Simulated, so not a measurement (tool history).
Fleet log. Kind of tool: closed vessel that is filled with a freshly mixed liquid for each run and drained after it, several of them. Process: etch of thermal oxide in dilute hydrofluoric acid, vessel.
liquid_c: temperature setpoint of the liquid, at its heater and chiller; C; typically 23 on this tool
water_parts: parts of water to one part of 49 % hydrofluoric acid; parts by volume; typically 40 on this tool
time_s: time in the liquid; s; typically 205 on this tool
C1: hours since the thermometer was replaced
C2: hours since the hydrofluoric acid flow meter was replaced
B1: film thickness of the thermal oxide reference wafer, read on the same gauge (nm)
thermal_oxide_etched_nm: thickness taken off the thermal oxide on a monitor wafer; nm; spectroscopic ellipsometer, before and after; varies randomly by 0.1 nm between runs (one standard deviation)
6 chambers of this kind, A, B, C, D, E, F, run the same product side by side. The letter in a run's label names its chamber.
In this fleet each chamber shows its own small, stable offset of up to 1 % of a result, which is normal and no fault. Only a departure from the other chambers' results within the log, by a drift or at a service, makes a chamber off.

run 1E day=0.346 | liquid_c=23 water_parts=40 time_s=205 | C1=600.8 C2=261.8 | B1=110.02 | thermal_oxide_etched_nm=25.486
run 2B day=0.758 | liquid_c=23 water_parts=40 time_s=205 | C1=42 C2=83.2 | B1=110.01 | thermal_oxide_etched_nm=25.606
run 3F day=1.071 | liquid_c=23 water_parts=40 time_s=205 | C1=234 C2=732.2 | B1=109.98 | thermal_oxide_etched_nm=25.319
run 4D day=1.383 | liquid_c=23 water_parts=40 time_s=205 | C1=707.4 C2=1550.9 | B1=110.01 | thermal_oxide_etched_nm=25.641
run 5A day=1.642 | liquid_c=23 water_parts=40 time_s=205 | C1=544.3 C2=2030.2 | B1=110 | thermal_oxide_etched_nm=25.299
run 6C day=1.912 | liquid_c=23 water_parts=40 time_s=205 | C1=1917 C2=194.4 | B1=110 | thermal_oxide_etched_nm=25.329
run 7A day=2.362 | liquid_c=23 water_parts=40 time_s=205 | C1=561.6 C2=2047.5 | B1=110.01 | thermal_oxide_etched_nm=25.052
run 8B day=2.717 | liquid_c=23 water_parts=40 time_s=205 | C1=89 C2=130.2 | B1=110 | thermal_oxide_etched_nm=25.48
run 9D day=3.212 | liquid_c=18.5 water_parts=40 time_s=205 | C1=751.3 C2=1594.8 | B1=109.97 | thermal_oxide_etched_nm=21.138
run 10E day=3.783 | liquid_c=18.5 water_parts=40 time_s=205 | C1=683.3 C2=344.3 | B1=109.99 | thermal_oxide_etched_nm=20.987
run 11C day=4.292 | liquid_c=18.5 water_parts=40 time_s=205 | C1=1974.1 C2=251.5 | B1=110.01 | thermal_oxide_etched_nm=20.927
run 12F day=4.867 | liquid_c=18.5 water_parts=40 time_s=205 | C1=325.1 C2=823.3 | B1=110 | thermal_oxide_etched_nm=20.72
run 13F day=5.133 | liquid_c=18.5 water_parts=40 time_s=205 | C1=331.5 C2=829.7 | B1=110.01 | thermal_oxide_etched_nm=20.733
run 14D day=5.588 | liquid_c=18.5 water_parts=40 time_s=205 | C1=808.3 C2=1651.8 | B1=110.02 | thermal_oxide_etched_nm=21.039
run 15E day=6.042 | liquid_c=23 water_parts=30 time_s=135 | C1=737.5 C2=398.5 | B1=110.02 | thermal_oxide_etched_nm=22.363
-- day=6.062 chamber A: hydrofluoric acid flow meter replaced
run 16C day=6.479 | liquid_c=23 water_parts=30 time_s=135 | C1=2026.6 C2=304 | B1=110 | thermal_oxide_etched_nm=22.581
run 17B day=6.942 | liquid_c=23 water_parts=30 time_s=135 | C1=190.4 C2=231.6 | B1=109.99 | thermal_oxide_etched_nm=22.657
run 18A day=7.271 | liquid_c=23 water_parts=30 time_s=135 | C1=679.4 C2=29.1 | B1=109.99 | thermal_oxide_etched_nm=22.51
-- day=7.383 chamber E: hydrofluoric acid flow meter replaced
run 19D day=7.825 | liquid_c=23 water_parts=30 time_s=135 | C1=862 C2=1705.5 | B1=110 | thermal_oxide_etched_nm=22.622
run 20C day=8.354 | liquid_c=23 water_parts=30 time_s=135 | C1=2071.6 C2=349 | B1=110.01 | thermal_oxide_etched_nm=22.444
run 21B day=8.838 | liquid_c=23 water_parts=40 time_s=205 | C1=235.9 C2=277.1 | B1=110 | thermal_oxide_etched_nm=25.406
run 22E day=9.162 | liquid_c=21 water_parts=40 time_s=205 | C1=812.4 C2=42.8 | B1=110.01 | thermal_oxide_etched_nm=23.429
-- day=9.292 chamber A: thermometer replaced
run 23A day=9.738 | liquid_c=21 water_parts=40 time_s=205 | C1=10.8 C2=88.3 | B1=110 | thermal_oxide_etched_nm=23.151
run 24F day=10.15 | liquid_c=21 water_parts=40 time_s=205 | C1=451.9 C2=950.1 | B1=110 | thermal_oxide_etched_nm=22.801
run 25A day=10.546 | liquid_c=21 water_parts=40 time_s=205 | C1=30.2 C2=107.7 | B1=110.01 | thermal_oxide_etched_nm=23.341
run 26D day=10.821 | liquid_c=21 water_parts=40 time_s=205 | C1=933.9 C2=1777.4 | B1=109.99 | thermal_oxide_etched_nm=23.336
run 27C day=11.192 | liquid_c=21 water_parts=40 time_s=205 | C1=2139.7 C2=417.1 | B1=110 | thermal_oxide_etched_nm=23.368
-- day=11.233 chamber E: thermometer replaced
run 28F day=11.733 | liquid_c=23 water_parts=40 time_s=205 | C1=489.9 C2=988.1 | B1=109.98 | thermal_oxide_etched_nm=24.498
run 29E day=12.154 | liquid_c=23 water_parts=40 time_s=205 | C1=22.2 C2=114.6 | B1=109.99 | thermal_oxide_etched_nm=25.526
run 30B day=12.575 | liquid_c=23 water_parts=40 time_s=205 | C1=325.6 C2=366.8 | B1=110.02 | thermal_oxide_etched_nm=25.447
run 31F day=12.946 | liquid_c=23 water_parts=40 time_s=205 | C1=519 C2=1017.2 | B1=110.02 | thermal_oxide_etched_nm=24.512
run 32D day=13.538 | liquid_c=23 water_parts=40 time_s=205 | C1=999.1 C2=1842.6 | B1=109.99 | thermal_oxide_etched_nm=25.282
run 33A day=13.821 | liquid_c=23 water_parts=40 time_s=205 | C1=108.8 C2=186.3 | B1=110.01 | thermal_oxide_etched_nm=25.205
run 34C day=14.321 | liquid_c=23 water_parts=40 time_s=310 | C1=2214.8 C2=492.2 | B1=110 | thermal_oxide_etched_nm=38.296
run 35E day=14.733 | liquid_c=23 water_parts=40 time_s=310 | C1=84.1 C2=176.5 | B1=110 | thermal_oxide_etched_nm=38.339
run 36B day=15.196 | liquid_c=23 water_parts=40 time_s=310 | C1=388.5 C2=429.7 | B1=109.98 | thermal_oxide_etched_nm=38.263
run 37F day=15.588 | liquid_c=23 water_parts=40 time_s=310 | C1=582.4 C2=1080.6 | B1=110.01 | thermal_oxide_etched_nm=36.724
run 38B day=16.167 | liquid_c=23 water_parts=40 time_s=310 | C1=411.8 C2=453 | B1=109.97 | thermal_oxide_etched_nm=38.491

Which is it: a chamber that has drifted or been left off by a service, a gauge drift common to all chambers, or only each chamber's usual small offset? If a chamber is off, name it and its likeliest cause.

Little by little, chamber F moves away from the other chambers.
Most likely cause: liquid colder than its thermometer reads (K) = 1.01.
The log may not tell that from: hydrofluoric acid flow below the setpoint (%).

Here are 4 candidates for chamber F's next run, each the usual settings with a change, their results left as question marks. Which one brings its results back in line with what the others give on the usual settings?
Counts as in line when no further than this from what the other chambers average on the usual settings: thermal_oxide_etched_nm 0.35 nm
run 39F-1 day=16.596 | liquid_c=23 water_parts=40 time_s=210 | thermal_oxide_etched_nm=?
run 39F-2 day=16.596 | liquid_c=23 water_parts=40 time_s=215 | thermal_oxide_etched_nm=?
run 39F-3 day=16.596 | liquid_c=23 water_parts=40 time_s=195 | thermal_oxide_etched_nm=?
run 39F-4 day=16.596 | liquid_c=23 water_parts=40 time_s=200 | thermal_oxide_etched_nm=?

The other chambers' mean on the usual settings: thermal_oxide_etched_nm 25.37 nm
run=39F-1 thermal_oxide_etched_nm=24.77
run=39F-2 thermal_oxide_etched_nm=25.359
run=39F-3 thermal_oxide_etched_nm=23
run=39F-4 thermal_oxide_etched_nm=23.59
39F-2 puts the chamber back in line with the other chambers.

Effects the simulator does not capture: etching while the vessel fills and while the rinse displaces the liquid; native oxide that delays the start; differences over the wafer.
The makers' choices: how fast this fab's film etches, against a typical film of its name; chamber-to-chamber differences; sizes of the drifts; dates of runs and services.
